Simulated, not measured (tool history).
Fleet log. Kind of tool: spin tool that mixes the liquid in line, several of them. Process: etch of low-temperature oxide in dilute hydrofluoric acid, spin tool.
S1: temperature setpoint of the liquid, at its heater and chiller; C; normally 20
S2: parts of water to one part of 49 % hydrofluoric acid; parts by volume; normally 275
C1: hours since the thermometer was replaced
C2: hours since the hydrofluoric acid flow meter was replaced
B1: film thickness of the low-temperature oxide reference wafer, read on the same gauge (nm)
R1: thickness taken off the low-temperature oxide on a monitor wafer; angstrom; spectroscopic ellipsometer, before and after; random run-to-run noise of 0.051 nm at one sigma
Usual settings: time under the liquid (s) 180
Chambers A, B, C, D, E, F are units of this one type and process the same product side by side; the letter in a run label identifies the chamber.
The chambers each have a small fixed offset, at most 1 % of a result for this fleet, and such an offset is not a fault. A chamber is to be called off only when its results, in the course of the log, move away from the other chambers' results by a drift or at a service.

run 1C hour=9.6 | S1=20 S2=275 time_under_the_liquid_(s)=180 | C1=577.1 C2=448.2 | B1=50.041 | R1=53.891
run 2A hour=17.2 | S1=20 S2=275 time_under_the_liquid_(s)=180 | C1=1322.5 C2=952.9 | B1=49.995 | R1=53.349
run 3F hour=24.0 | S1=20 S2=275 time_under_the_liquid_(s)=180 | C1=757.7 C2=296.8 | B1=50.030 | R1=52.754
run 4E hour=33.7 | S1=20 S2=275 time_under_the_liquid_(s)=180 | C1=805.2 C2=1355.4 | B1=50.032 | R1=52.299
run 5D hour=41.2 | S1=20 S2=275 time_under_the_liquid_(s)=180 | C1=794.5 C2=473.9 | B1=50.013 | R1=52.621
-- hour=45.0 chamber A: hydrofluoric acid flow meter replaced
run 6B hour=52.9 | S1=20 S2=275 time_under_the_liquid_(s)=180 | C1=185.6 C2=624.1 | B1=50.013 | R1=53.382
run 7B hour=62.8 | S1=20 S2=275 time_under_the_liquid_(s)=180 | C1=195.5 C2=634.0 | B1=49.997 | R1=53.576
run 8C hour=76.0 | S1=20 S2=275 time_under_the_liquid_(s)=180 | C1=643.5 C2=514.6 | B1=49.989 | R1=52.724
run 9E hour=87.5 | S1=20 S2=275 time_under_the_liquid_(s)=180 | C1=859.0 C2=1409.2 | B1=50.002 | R1=53.254
run 10D hour=95.1 | S1=20 S2=275 time_under_the_liquid_(s)=180 | C1=848.4 C2=527.8 | B1=49.998 | R1=52.682
run 11A hour=106.1 | S1=20 S2=390 time_under_the_liquid_(s)=180 | C1=1411.4 C2=61.1 | B1=50.002 | R1=34.079
run 12F hour=112.2 | S1=20 S2=390 time_under_the_liquid_(s)=180 | C1=845.9 C2=385.0 | B1=49.991 | R1=33.027
run 13B hour=124.1 | S1=20 S2=390 time_under_the_liquid_(s)=180 | C1=256.8 C2=695.3 | B1=50.011 | R1=33.349
run 14D hour=134.9 | S1=20 S2=390 time_under_the_liquid_(s)=180 | C1=888.2 C2=567.6 | B1=49.983 | R1=33.822
run 15F hour=144.1 | S1=20 S2=390 time_under_the_liquid_(s)=180 | C1=877.8 C2=416.9 | B1=50.014 | R1=32.809
run 16E hour=156.1 | S1=20 S2=390 time_under_the_liquid_(s)=180 | C1=927.6 C2=1477.8 | B1=50.012 | R1=32.857
run 17C hour=169.2 | S1=20 S2=275 time_under_the_liquid_(s)=180 | C1=736.7 C2=607.8 | B1=49.990 | R1=53.222
run 18A hour=178.7 | S1=20 S2=275 time_under_the_liquid_(s)=180 | C1=1484.0 C2=133.7 | B1=49.971 | R1=54.597
run 19E hour=190.7 | S1=20 S2=275 time_under_the_liquid_(s)=180 | C1=962.2 C2=1512.4 | B1=50.019 | R1=52.542
run 20B hour=203.3 | S1=20 S2=275 time_under_the_liquid_(s)=180 | C1=336.0 C2=774.5 | B1=50.015 | R1=51.406
run 21F hour=211.1 | S1=20 S2=275 time_under_the_liquid_(s)=180 | C1=944.8 C2=483.9 | B1=50.023 | R1=52.582
run 22C hour=219.5 | S1=17 S2=275 time_under_the_liquid_(s)=180 | C1=787.0 C2=658.1 | B1=49.999 | R1=47.013
run 23A hour=231.2 | S1=17 S2=275 time_under_the_liquid_(s)=180 | C1=1536.5 C2=186.2 | B1=49.979 | R1=47.838
run 24D hour=242.9 | S1=17 S2=275 time_under_the_liquid_(s)=180 | C1=996.2 C2=675.6 | B1=50.013 | R1=47.001
run 25A hour=254.5 | S1=17 S2=275 time_under_the_liquid_(s)=180 | C1=1559.8 C2=209.5 | B1=49.981 | R1=47.721
run 26E hour=267.5 | S1=17 S2=275 time_under_the_liquid_(s)=180 | C1=1039.0 C2=1589.2 | B1=50.008 | R1=47.764
run 27C hour=276.9 | S1=17 S2=275 time_under_the_liquid_(s)=180 | C1=844.4 C2=715.5 | B1=49.989 | R1=46.941
run 28B hour=286.6 | S1=20 S2=275 time_under_the_liquid_(s)=180 | C1=419.3 C2=857.8 | B1=49.983 | R1=50.576
run 29F hour=295.9 | S1=20 S2=275 time_under_the_liquid_(s)=180 | C1=1029.6 C2=568.7 | B1=50.005 | R1=52.937
run 30D hour=303.2 | S1=20 S2=175 time_under_the_liquid_(s)=180 | C1=1056.5 C2=735.9 | B1=49.998 | R1=91.426
run 31A hour=311.8 | S1=20 S2=175 time_under_the_liquid_(s)=180 | C1=1617.1 C2=266.8 | B1=49.976 | R1=92.297
run 32E hour=319.7 | S1=20 S2=175 time_under_the_liquid_(s)=180 | C1=1091.2 C2=1641.4 | B1=50.025 | R1=90.751
run 33C hour=328.7 | S1=20 S2=175 time_under_the_liquid_(s)=180 | C1=896.2 C2=767.3 | B1=49.979 | R1=91.936
run 34B hour=337.2 | S1=20 S2=175 time_under_the_liquid_(s)=180 | C1=469.9 C2=908.4 | B1=50.004 | R1=85.037
run 35F hour=344.8 | S1=20 S2=175 time_under_the_liquid_(s)=180 | C1=1078.5 C2=617.6 | B1=49.982 | R1=90.774
run 36D hour=354.8 | S1=20 S2=275 time_under_the_liquid_(s)=180 | C1=1108.1 C2=787.5 | B1=49.970 | R1=52.986
run 37C hour=362.6 | S1=17 S2=385 time_under_the_liquid_(s)=180 | C1=930.1 C2=801.2 | B1=50.002 | R1=30.436
run 38A hour=370.5 | S1=17 S2=385 time_under_the_liquid_(s)=180 | C1=1675.8 C2=325.5 | B1=50.011 | R1=31.169

Next, all 6 chambers run the settings below, one line each with question marks for the results. What does each chamber give?
run 39A hour=380.1 | S1=20 S2=390 time_under_the_liquid_(s)=180 | R1=?
run 39B hour=380.1 | S1=20 S2=390 time_under_the_liquid_(s)=180 | R1=?
run 39C hour=380.1 | S1=20 S2=390 time_under_the_liquid_(s)=180 | R1=?
run 39D hour=380.1 | S1=20 S2=390 time_under_the_liquid_(s)=180 | R1=?
run 39E hour=380.1 | S1=20 S2=390 time_under_the_liquid_(s)=180 | R1=?
run 39F hour=380.1 | S1=20 S2=390 time_under_the_liquid_(s)=180 | R1=?

run=39A R1=33.251
run=39B R1=30.340
run=39C R1=33.733
run=39D R1=33.432
run=39E R1=32.686
run=39F R1=33.168

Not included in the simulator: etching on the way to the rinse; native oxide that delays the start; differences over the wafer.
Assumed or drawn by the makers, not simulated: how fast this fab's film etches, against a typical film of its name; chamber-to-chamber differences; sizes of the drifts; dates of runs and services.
